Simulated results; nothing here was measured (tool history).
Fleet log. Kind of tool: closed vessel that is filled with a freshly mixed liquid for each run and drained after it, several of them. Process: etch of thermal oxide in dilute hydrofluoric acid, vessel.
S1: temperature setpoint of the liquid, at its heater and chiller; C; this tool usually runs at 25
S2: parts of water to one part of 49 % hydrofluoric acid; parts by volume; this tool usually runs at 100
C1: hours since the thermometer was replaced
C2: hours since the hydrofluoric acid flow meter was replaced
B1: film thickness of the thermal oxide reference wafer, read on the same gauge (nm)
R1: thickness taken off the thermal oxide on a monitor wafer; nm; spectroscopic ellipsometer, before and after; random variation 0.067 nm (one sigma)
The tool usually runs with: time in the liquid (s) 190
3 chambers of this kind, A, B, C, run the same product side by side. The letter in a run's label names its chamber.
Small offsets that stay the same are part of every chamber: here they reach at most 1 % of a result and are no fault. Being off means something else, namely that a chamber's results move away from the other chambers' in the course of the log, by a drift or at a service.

{"run": "1A", "day": 0.329, "S1": 25, "S2": 100, "time in the liquid (s)": 190, "C1": 907.8, "C2": 101.8, "B1": 80.013, "R1": 9.5879}
{"run": "2B", "day": 0.571, "S1": 25, "S2": 100, "time in the liquid (s)": 190, "C1": 1040.2, "C2": 2119.8, "B1": 79.977, "R1": 9.7452}
{"run": "3C", "day": 0.933, "S1": 25, "S2": 100, "time in the liquid (s)": 190, "C1": 519.8, "C2": 359.8, "B1": 79.972, "R1": 9.6899}
{"day": 1.142, "done": "chamber B: hydrofluoric acid flow meter replaced"}
{"run": "4B", "day": 1.35, "S1": 25, "S2": 100, "time in the liquid (s)": 190, "C1": 1058.9, "C2": 5, "B1": 79.979, "R1": 9.6069}
{"run": "5C", "day": 1.546, "S1": 25, "S2": 100, "time in the liquid (s)": 190, "C1": 534.5, "C2": 374.5, "B1": 79.966, "R1": 9.6891}
{"run": "6A", "day": 1.925, "S1": 28.5, "S2": 125, "time in the liquid (s)": 190, "C1": 946.1, "C2": 140.1, "B1": 80.049, "R1": 8.4725}
{"run": "7A", "day": 2.317, "S1": 28.5, "S2": 125, "time in the liquid (s)": 190, "C1": 955.5, "C2": 149.5, "B1": 80.017, "R1": 8.3988}
{"run": "8B", "day": 2.662, "S1": 28.5, "S2": 125, "time in the liquid (s)": 190, "C1": 1090.4, "C2": 36.5, "B1": 80.054, "R1": 8.5125}
{"run": "9C", "day": 3.05, "S1": 25, "S2": 100, "time in the liquid (s)": 190, "C1": 570.6, "C2": 410.6, "B1": 79.982, "R1": 9.5191}
{"run": "10C", "day": 3.317, "S1": 25, "S2": 100, "time in the liquid (s)": 190, "C1": 577, "C2": 417, "B1": 79.948, "R1": 9.5187}
{"run": "11B", "day": 3.667, "S1": 25, "S2": 100, "time in the liquid (s)": 190, "C1": 1114.5, "C2": 60.6, "B1": 80.029, "R1": 9.6686}
{"run": "12A", "day": 4.062, "S1": 25, "S2": 100, "time in the liquid (s)": 190, "C1": 997.4, "C2": 191.4, "B1": 79.989, "R1": 9.5799}
{"run": "13C", "day": 4.375, "S1": 25, "S2": 100, "time in the liquid (s)": 190, "C1": 602.4, "C2": 442.4, "B1": 80.01, "R1": 9.5833}
{"run": "14B", "day": 4.717, "S1": 25, "S2": 100, "time in the liquid (s)": 190, "C1": 1139.7, "C2": 85.8, "B1": 80.016, "R1": 9.725}
{"day": 4.746, "done": "chamber C: thermometer replaced"}
{"run": "15A", "day": 4.971, "S1": 25, "S2": 100, "time in the liquid (s)": 190, "C1": 1019.2, "C2": 213.2, "B1": 79.988, "R1": 9.5736}
{"run": "16C", "day": 5.262, "S1": 25, "S2": 100, "time in the liquid (s)": 190, "C1": 12.5, "C2": 463.7, "B1": 79.966, "R1": 9.6398}
{"run": "17B", "day": 5.588, "S1": 25, "S2": 100, "time in the liquid (s)": 190, "C1": 1160.6, "C2": 106.7, "B1": 79.996, "R1": 9.7238}
{"run": "18A", "day": 5.875, "S1": 25, "S2": 100, "time in the liquid (s)": 190, "C1": 1040.9, "C2": 234.9, "B1": 80.059, "R1": 9.6253}
{"run": "19A", "day": 6.112, "S1": 25, "S2": 100, "time in the liquid (s)": 190, "C1": 1046.6, "C2": 240.6, "B1": 80.003, "R1": 9.537}
{"run": "20B", "day": 6.538, "S1": 25, "S2": 100, "time in the liquid (s)": 190, "C1": 1183.4, "C2": 129.5, "B1": 80.035, "R1": 9.6409}
{"run": "21C", "day": 6.758, "S1": 28.5, "S2": 100, "time in the liquid (s)": 125, "C1": 48.4, "C2": 499.6, "B1": 80.011, "R1": 7.2569}
{"run": "22C", "day": 6.962, "S1": 28.5, "S2": 100, "time in the liquid (s)": 125, "C1": 53.3, "C2": 504.5, "B1": 80.019, "R1": 7.1888}
{"run": "23B", "day": 7.383, "S1": 28.5, "S2": 100, "time in the liquid (s)": 125, "C1": 1203.7, "C2": 149.8, "B1": 80.011, "R1": 7.2546}

For the next run the whole fleet of 3 chambers uses the same settings. Give each chamber's results:
{"run": "24A", "day": 7.696, "S1": 25, "S2": 100, "time in the liquid (s)": 190, "R1": "?"}
{"run": "24B", "day": 7.696, "S1": 25, "S2": 100, "time in the liquid (s)": 190, "R1": "?"}
{"run": "24C", "day": 7.696, "S1": 25, "S2": 100, "time in the liquid (s)": 190, "R1": "?"}

run=24A R1=9.4951
run=24B R1=9.5573
run=24C R1=9.4901

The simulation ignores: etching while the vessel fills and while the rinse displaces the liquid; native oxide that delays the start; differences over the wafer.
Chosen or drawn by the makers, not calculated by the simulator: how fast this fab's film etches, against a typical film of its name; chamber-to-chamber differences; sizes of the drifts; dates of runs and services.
